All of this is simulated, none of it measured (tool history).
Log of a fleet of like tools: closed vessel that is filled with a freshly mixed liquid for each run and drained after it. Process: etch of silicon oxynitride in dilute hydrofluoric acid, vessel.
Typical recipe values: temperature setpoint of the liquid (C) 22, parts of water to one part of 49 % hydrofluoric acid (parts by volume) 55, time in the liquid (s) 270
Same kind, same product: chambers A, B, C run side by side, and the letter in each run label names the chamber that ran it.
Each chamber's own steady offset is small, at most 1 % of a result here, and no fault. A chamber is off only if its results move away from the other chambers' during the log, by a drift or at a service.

| run | hour | temperature setpoint of the liquid (C) | parts of water to one part of 49 % hydrofluoric acid (parts by volume) | time in the liquid (s) | read-back film thickness of the silicon oxynitride reference wafer, read on the same gauge (nm) | thickness taken off the silicon oxynitride on a monitor wafer (angstrom) |
|---|---|---|---|---|---|---|
| 1A | 4.3 | 22 | 55 | 270 | 50.023 | 171.24 |
| 2C | 9.2 | 22 | 55 | 270 | 49.988 | 166.37 |
| 3B | 16.2 | 22 | 55 | 270 | 50.006 | 167.59 |
| 4C | 21.5 | 22 | 55 | 270 | 49.99 | 167.96 |
| 5B | 24.9 | 18.5 | 80 | 270 | 50.022 | 93.9 |
| 6A | 30.3 | 18.5 | 80 | 270 | 50.024 | 96.622 |
| 7A | 34.2 | 18.5 | 80 | 270 | 50.013 | 95.422 |
| 8B | 38.1 | 19 | 55 | 270 | 50.009 | 144.33 |
| 9C | 42.5 | 19 | 55 | 270 | 49.995 | 145.3 |
| 10C | 49.2 | 19 | 55 | 270 | 50.019 | 146.21 |
| 11A | 55.8 | 22 | 55 | 270 | 50.004 | 170.41 |
| 12B | 59.2 | 22 | 55 | 270 | 50.015 | 171.08 |
|  | 60.7 | chamber C: thermometer replaced |
| 13A | 64.2 | 22 | 55 | 270 | 49.998 | 170.29 |
| 14B | 69 | 22 | 55 | 270 | 49.984 | 172.07 |
| 15C | 76.5 | 22 | 55 | 270 | 49.983 | 167.52 |
| 16B | 83.7 | 22 | 55 | 270 | 49.984 | 171.87 |
| 17C | 87.9 | 22 | 55 | 270 | 49.998 | 168.46 |
| 18A | 91.2 | 22 | 55 | 270 | 50.027 | 169.56 |
| 19C | 94.6 | 22 | 55 | 270 | 50.013 | 168.3 |
|  | 94.8 | chamber B: thermometer replaced |
| 20A | 99.8 | 22 | 55 | 270 | 49.979 | 169.7 |
| 21B | 104.5 | 22 | 55 | 270 | 50.033 | 175.5 |
| 22B | 112.1 | 22 | 55 | 270 | 49.986 | 178.48 |
| 23A | 116.1 | 22 | 85 | 270 | 50.026 | 106.73 |
| 24C | 123.5 | 22 | 85 | 270 | 49.988 | 107.61 |
| 25B | 128 | 22 | 85 | 270 | 50.004 | 112.95 |
| 26C | 132.1 | 27 | 55 | 170 | 50.004 | 135.39 |
| 27A | 137 | 27 | 55 | 170 | 49.979 | 137.27 |
| 28B | 141 | 27 | 55 | 170 | 50.007 | 142.65 |
| 29A | 148.2 | 22 | 55 | 270 | 50.03 | 173.14 |
| 30C | 155.5 | 22 | 55 | 270 | 50.006 | 170.43 |
| 31B | 159.8 | 22 | 55 | 270 | 50.015 | 179.47 |
| 32C | 166.6 | 22 | 55 | 270 | 50.002 | 170.95 |
| 33A | 170.3 | 22 | 55 | 270 | 50.022 | 170.18 |

Decide between three cases: one chamber stands off from its peers, the gauge reading all wafers drifts, or nothing is wrong past each chamber's small offset. Where a chamber is off, say which and what most likely put it there.

It is chamber B that slowly wanders off from its peers.
Cause: hydrofluoric acid flow above the setpoint (%) = 8.55.

Below are 4 candidate recipes for chamber B's next run, each the usual settings with a change, their results shown as question marks. Which of them brings B's results back in line with what the other chambers give on the usual settings?
Maximum distance from the other chambers' mean on the usual settings for a result to count as in line: thickness taken off the silicon oxynitride on a monitor wafer (angstrom) 5.1
| 34B-1 | 175.8 | 22 | 55 | 250 |  | ? |
| 34B-2 | 175.8 | 22 | 55 | 275 |  | ? |
| 34B-3 | 175.8 | 23.5 | 55 | 270 |  | ? |
| 34B-4 | 175.8 | 22 | 55 | 265 |  | ? |

Usual-settings mean across the other chambers: thickness taken off the silicon oxynitride on a monitor wafer (angstrom) 169.64
| run | thickness taken off the silicon oxynitride on a monitor wafer (angstrom) |
|---|---|
| 34B-1 | 169.64 |
| 34B-2 | 186.61 |
| 34B-3 | 197.45 |
| 34B-4 | 179.82 |
Change 34B-1 lands the chamber within the allowed miss of the other chambers.
